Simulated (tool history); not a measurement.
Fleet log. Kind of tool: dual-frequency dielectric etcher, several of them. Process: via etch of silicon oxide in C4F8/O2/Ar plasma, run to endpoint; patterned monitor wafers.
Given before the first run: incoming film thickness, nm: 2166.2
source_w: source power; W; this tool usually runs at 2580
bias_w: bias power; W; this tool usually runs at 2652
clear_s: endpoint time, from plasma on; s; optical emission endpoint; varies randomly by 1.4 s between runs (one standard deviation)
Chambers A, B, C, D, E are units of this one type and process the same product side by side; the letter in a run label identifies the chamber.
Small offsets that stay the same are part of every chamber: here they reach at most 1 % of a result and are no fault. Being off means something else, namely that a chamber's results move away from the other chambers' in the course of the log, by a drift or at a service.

run 1B day=0.312 | source_w=2580 bias_w=2652 | clear_s=358.27
run 2C day=0.612 | source_w=2580 bias_w=2652 | clear_s=354.05
run 3A day=0.871 | source_w=2580 bias_w=2652 | clear_s=355.57
run 4E day=1.358 | source_w=2580 bias_w=2652 | clear_s=357.28
run 5D day=1.742 | source_w=2580 bias_w=2652 | clear_s=356.64
run 6C day=2.083 | source_w=2580 bias_w=2652 | clear_s=352.07
run 7D day=2.533 | source_w=2580 bias_w=2652 | clear_s=357.07
run 8E day=3.050 | source_w=2930 bias_w=2652 | clear_s=340.82
run 9A day=3.571 | source_w=2930 bias_w=2652 | clear_s=335.72
run 10B day=3.962 | source_w=2930 bias_w=2652 | clear_s=336.09
run 11D day=4.396 | source_w=2930 bias_w=2652 | clear_s=339.80
run 12E day=4.700 | source_w=2930 bias_w=2652 | clear_s=340.40
run 13A day=4.979 | source_w=2580 bias_w=2652 | clear_s=353.78
-- day=5.300 chamber D: wet clean of the chamber
run 14C day=5.329 | source_w=2580 bias_w=2652 | clear_s=355.30
run 15B day=5.617 | source_w=2580 bias_w=2652 | clear_s=354.51
run 16C day=6.062 | source_w=2580 bias_w=2080 | clear_s=381.23
-- day=6.558 chamber B: source power generator calibrated
run 17D day=6.617 | source_w=2580 bias_w=2080 | clear_s=381.20
run 18A day=7.092 | source_w=2580 bias_w=2080 | clear_s=380.92
-- day=7.108 chamber E: bias power generator calibrated
run 19B day=7.554 | source_w=2580 bias_w=2080 | clear_s=381.11
run 20E day=8.075 | source_w=2580 bias_w=2080 | clear_s=383.38
run 21B day=8.404 | source_w=2580 bias_w=2652 | clear_s=355.93
run 22E day=8.646 | source_w=2580 bias_w=3199 | clear_s=335.73
run 23D day=9.154 | source_w=2580 bias_w=3199 | clear_s=337.19
run 24A day=9.625 | source_w=2580 bias_w=3199 | clear_s=335.77
run 25C day=10.175 | source_w=2580 bias_w=3199 | clear_s=335.61
run 26C day=10.712 | source_w=2580 bias_w=3199 | clear_s=335.15
run 27E day=11.125 | source_w=2580 bias_w=2652 | clear_s=357.52
run 28D day=11.425 | source_w=2580 bias_w=2652 | clear_s=356.17
run 29B day=11.796 | source_w=2580 bias_w=2652 | clear_s=357.76
run 30A day=12.167 | source_w=2580 bias_w=2652 | clear_s=351.14
run 31C day=12.483 | source_w=2580 bias_w=2652 | clear_s=350.62
run 32A day=12.783 | source_w=2580 bias_w=2652 | clear_s=355.35
run 33D day=13.175 | source_w=2580 bias_w=2652 | clear_s=356.38
run 34E day=13.571 | source_w=2580 bias_w=2652 | clear_s=359.22
run 35B day=13.942 | source_w=2580 bias_w=2652 | clear_s=358.30
run 36E day=14.471 | source_w=2580 bias_w=2652 | clear_s=358.25
run 37A day=14.750 | source_w=2580 bias_w=2652 | clear_s=353.08

Read the log: is a single chamber off, either drifting away or since a service, is the gauge that measures every chamber drifting, or is nothing wrong beyond small per-chamber offsets? Name any odd chamber and what most likely caused it.

All chambers stay in line apart from their small fixed offsets, and the gauge does not drift.

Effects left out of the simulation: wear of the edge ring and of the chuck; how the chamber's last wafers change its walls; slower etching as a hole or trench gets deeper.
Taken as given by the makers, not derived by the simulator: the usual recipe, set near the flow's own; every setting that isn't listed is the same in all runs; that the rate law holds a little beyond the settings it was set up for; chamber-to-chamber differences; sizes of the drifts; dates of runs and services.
